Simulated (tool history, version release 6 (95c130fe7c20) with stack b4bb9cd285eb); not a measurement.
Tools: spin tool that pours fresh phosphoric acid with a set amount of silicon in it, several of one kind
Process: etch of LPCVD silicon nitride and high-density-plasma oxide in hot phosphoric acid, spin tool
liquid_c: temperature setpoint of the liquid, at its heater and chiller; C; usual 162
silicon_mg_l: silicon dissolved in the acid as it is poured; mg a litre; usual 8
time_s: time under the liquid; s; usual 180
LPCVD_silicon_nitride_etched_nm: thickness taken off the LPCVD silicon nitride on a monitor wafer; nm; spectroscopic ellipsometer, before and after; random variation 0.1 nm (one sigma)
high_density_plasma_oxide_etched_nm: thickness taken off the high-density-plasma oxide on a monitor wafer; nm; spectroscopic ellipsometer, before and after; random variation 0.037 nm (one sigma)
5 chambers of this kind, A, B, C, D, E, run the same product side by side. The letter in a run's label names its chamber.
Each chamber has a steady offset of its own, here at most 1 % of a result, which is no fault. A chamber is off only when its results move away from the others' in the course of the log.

run    day  liquid_c  silicon_mg_l  time_s  hours since the thermometer was replaced  hours since the dissolved silicon flow meter was replaced  hours since the heated supply line was repaired  read-back film thickness of the LPCVD silicon nitride reference wafer, read on the same gauge (nm)  read-back film thickness of the high-density-plasma oxide reference wafer, read on the same gauge (nm)  LPCVD_silicon_nitride_etched_nm  high_density_plasma_oxide_etched_nm
 1C  0.279       162             8     180                                     517.6                                                     1144.5                                            626.5                                                                                              69.995                                                                                                  69.992                           17.239                              0.95071
 2A  0.479       162             8     180                                    1084.4                                                      522.2                                            142.7                                                                                              69.991                                                                                                  69.993                           17.171                              0.90772
 3E  0.792       162             8     180                                     701.4                                                      623.4                                           2115.1                                                                                              69.998                                                                                                   70.01                           17.087                              0.91781
 4D  1.058       162             8     180                                     364.8                                                     1411.4                                           1362.4                                                                                              70.007                                                                                                  69.976                           16.993                              0.91942
 5B  1.346       162             8     180                                       440                                                      337.5                                            291.7                                                                                               69.98                                                                                                  70.036                           17.167                              0.93621
 6E  1.483       162             8     180                                       718                                                        640                                           2131.7                                                                                              69.986                                                                                                  70.041                           17.058                              0.98222
 7D  1.725       162             8     180                                     380.8                                                     1427.4                                           1378.4                                                                                              69.992                                                                                                  70.054                           17.042                              0.91859
 8C  1.883       162             8     180                                     556.1                                                       1183                                              665                                                                                              70.006                                                                                                  70.007                           17.045                              0.86998
 9A  2.125       162             8     180                                    1123.9                                                      561.7                                            182.2                                                                                              69.999                                                                                                  69.979                           16.975                              0.87041
10B  2.417       162             8     180                                     465.7                                                      363.2                                            317.4                                                                                              70.044                                                                                                  70.058                            17.26                              0.90405
11C  2.583       162             8     180                                     572.9                                                     1199.8                                            681.8                                                                                              69.981                                                                                                  69.999                           17.028                              0.90924
12A  2.758     163.5             8     180                                    1139.1                                                      576.9                                            197.4                                                                                              69.986                                                                                                  70.025                           17.897                               1.1131
13D  3.042     163.5             8     180                                     412.4                                                       1459                                             1410                                                                                              70.018                                                                                                  70.012                           17.968                              0.99499
14B  3.292     163.5             8     180                                     486.7                                                      384.2                                            338.4                                                                                              70.026                                                                                                  69.972                           18.034                               1.0765
15E  3.525     163.5             8     180                                       767                                                        689                                           2180.7                                                                                              70.023                                                                                                  69.954                           18.059                               1.0529
16E  3.771     163.5             8     180                                     772.9                                                      694.9                                           2186.6                                                                                              70.011                                                                                                  70.019                           17.949                              0.97325
17C  4.025       162             8     180                                     607.5                                                     1234.4                                            716.4                                                                                              70.013                                                                                                  69.984                           17.223                              0.94564
18D  4.346       162             8     180                                     443.7                                                     1490.3                                           1441.3                                                                                               70.03                                                                                                  70.028                           17.065                               0.8638
     4.379  -- chamber D: dissolved silicon flow meter replaced
19B  4.546       162             8     180                                     516.8                                                      414.3                                            368.5                                                                                               69.98                                                                                                  70.026                           17.284                              0.90395
20A    4.8       162             8     180                                    1188.1                                                      625.9                                            246.4                                                                                              69.997                                                                                                  69.981                           17.035                               0.9986
21D  5.029       162             8     180                                     460.1                                                       15.6                                           1457.7                                                                                              70.051                                                                                                  70.031                           17.029                              0.92134
22C  5.262       162             8     180                                     637.2                                                     1264.1                                            746.1                                                                                              70.019                                                                                                   69.97                           17.056                              0.96339
23B    5.5       162             8     180                                     539.7                                                      437.2                                            391.4                                                                                              70.018                                                                                                  69.985                            17.11                              0.93923
24E  5.804       165          13.5     180                                     821.7                                                      743.7                                           2235.4                                                                                              69.998                                                                                                  70.051                           18.983                              0.92207
25A  6.058       165          13.5     180                                    1218.3                                                      656.1                                            276.6                                                                                              70.004                                                                                                  69.988                           18.903                              0.99546
26B  6.296       165          13.5     180                                     558.8                                                      456.3                                            410.5                                                                                              69.968                                                                                                  70.002                           18.846                               1.0203
27E    6.5       165          13.5     180                                     838.4                                                      760.4                                           2252.1                                                                                              69.974                                                                                                  70.005                           19.159                              0.99981
28A  6.667       165          13.5     180                                    1232.9                                                      670.7                                            291.2                                                                                               70.01                                                                                                  70.048                           18.931                               1.0378
29D  6.829       162             8     180                                     503.3                                                       58.8                                           1500.9                                                                                              70.047                                                                                                  69.989                               17                              0.86754
30C  7.146       162             8     180                                     682.4                                                     1309.3                                            791.3                                                                                                  70                                                                                                  69.975                           17.219                              0.95051
31B  7.438       162             8     180                                     586.2                                                      483.7                                            437.9                                                                                              70.005                                                                                                  70.029                           17.175                              0.97269
32D    7.7       162             8     180                                     524.2                                                       79.7                                           1521.8                                                                                              69.988                                                                                                  69.997                           17.114                              0.89298

Is one chamber off against the others, does the gauge drift, or is nothing wrong? If a chamber is off, say which, and what the likeliest cause is.

No chamber stands off beyond its own small offset, and the gauge holds steady.
